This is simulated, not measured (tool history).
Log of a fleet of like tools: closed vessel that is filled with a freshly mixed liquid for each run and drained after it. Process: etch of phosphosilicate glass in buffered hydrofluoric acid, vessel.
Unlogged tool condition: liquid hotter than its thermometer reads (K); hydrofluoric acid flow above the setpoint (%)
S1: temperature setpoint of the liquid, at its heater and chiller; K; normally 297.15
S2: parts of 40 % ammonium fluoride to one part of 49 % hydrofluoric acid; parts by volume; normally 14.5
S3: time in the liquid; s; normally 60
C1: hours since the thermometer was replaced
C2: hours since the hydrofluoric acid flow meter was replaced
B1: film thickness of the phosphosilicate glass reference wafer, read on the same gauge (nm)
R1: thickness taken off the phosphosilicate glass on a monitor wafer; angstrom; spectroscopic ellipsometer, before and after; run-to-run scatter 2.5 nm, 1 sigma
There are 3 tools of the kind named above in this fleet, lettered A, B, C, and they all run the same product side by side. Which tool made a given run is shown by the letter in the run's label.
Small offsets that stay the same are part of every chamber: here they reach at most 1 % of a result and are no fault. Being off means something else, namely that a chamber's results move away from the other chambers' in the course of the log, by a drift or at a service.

Run 1C, hour 5.6: usual settings; C1 1224.3; C2 231.3; B1 60.026. Result: R1 2642.0 angstrom.
Run 2B, hour 15.7: usual settings; C1 1031.3; C2 422.7; B1 59.986. Result: R1 2692.4 angstrom.
Run 3A, hour 21.1: usual settings; C1 257.2; C2 169.2; B1 59.997. Result: R1 2646.6 angstrom.
Run 4C, hour 26.2: usual settings; C1 1244.9; C2 251.9; B1 59.979. Result: R1 2631.9 angstrom.
Run 5B, hour 31.4: usual settings; C1 1047.0; C2 438.4; B1 59.963. Result: R1 2712.4 angstrom.
Run 6A, hour 41.6: usual settings; C1 277.7; C2 189.7; B1 60.017. Result: R1 2598.6 angstrom.
Run 7A, hour 50.5: usual settings; C1 286.6; C2 198.6; B1 60.005. Result: R1 2651.6 angstrom.
Run 8C, hour 58.0: usual settings; C1 1276.7; C2 283.7; B1 59.991. Result: R1 2661.7 angstrom.
Run 9B, hour 66.3: usual settings but S1 294.65 K, S2 17.0 parts by volume; C1 1081.9; C2 473.3; B1 60.056. Result: R1 1991.1 angstrom.
Run 10A, hour 71.6: usual settings but S1 294.65 K, S2 17.0 parts by volume; C1 307.7; C2 219.7; B1 59.991. Result: R1 2011.5 angstrom.
Run 11C, hour 82.0: usual settings but S1 294.65 K, S2 17.0 parts by volume; C1 1300.7; C2 307.7; B1 59.971. Result: R1 1973.2 angstrom.
Run 12B, hour 92.2: usual settings; C1 1107.8; C2 499.2; B1 60.031. Result: R1 2669.1 angstrom.
Run 13A, hour 99.3: usual settings; C1 335.4; C2 247.4; B1 60.001. Result: R1 2792.5 angstrom.
Run 14C, hour 109.0: usual settings but S2 18.5 parts by volume, S3 90 s; C1 1327.7; C2 334.7; B1 59.993. Result: R1 3139.1 angstrom.
Run 15B, hour 115.7: usual settings but S2 18.5 parts by volume, S3 90 s; C1 1131.3; C2 522.7; B1 59.967. Result: R1 3178.0 angstrom.
Run 16A, hour 120.4: usual settings but S2 18.5 parts by volume, S3 90 s; C1 356.5; C2 268.5; B1 60.021. Result: R1 3300.2 angstrom.
Run 17B, hour 130.0: usual settings; C1 1145.6; C2 537.0; B1 60.023. Result: R1 2656.0 angstrom.
Run 18C, hour 136.0: usual settings; C1 1354.7; C2 361.7; B1 60.001. Result: R1 2648.3 angstrom.
Run 19C, hour 142.4: usual settings; C1 1361.1; C2 368.1; B1 59.975. Result: R1 2670.5 angstrom.
Run 20B, hour 152.2: usual settings; C1 1167.8; C2 559.2; B1 60.000. Result: R1 2702.8 angstrom.
Run 21A, hour 159.6: usual settings; C1 395.7; C2 307.7; B1 60.001. Result: R1 2834.9 angstrom.
Run 22B, hour 165.1: usual settings; C1 1180.7; C2 572.1; B1 59.964. Result: R1 2679.8 angstrom.
Run 23C, hour 173.6: usual settings; C1 1392.3; C2 399.3; B1 60.003. Result: R1 2652.4 angstrom.
Run 24A, hour 179.2: usual settings; C1 415.3; C2 327.3; B1 60.047. Result: R1 2979.4 angstrom.

All chambers now run identical settings, listed one chamber a line with results as question marks. What results will each chamber show?
Run 25A, hour 186.6: usual settings. Result: R1 ?.
Run 25B, hour 186.6: usual settings. Result: R1 ?.
Run 25C, hour 186.6: usual settings. Result: R1 ?.

run      R1
25A  3012.0
25B  2691.7
25C  2637.0
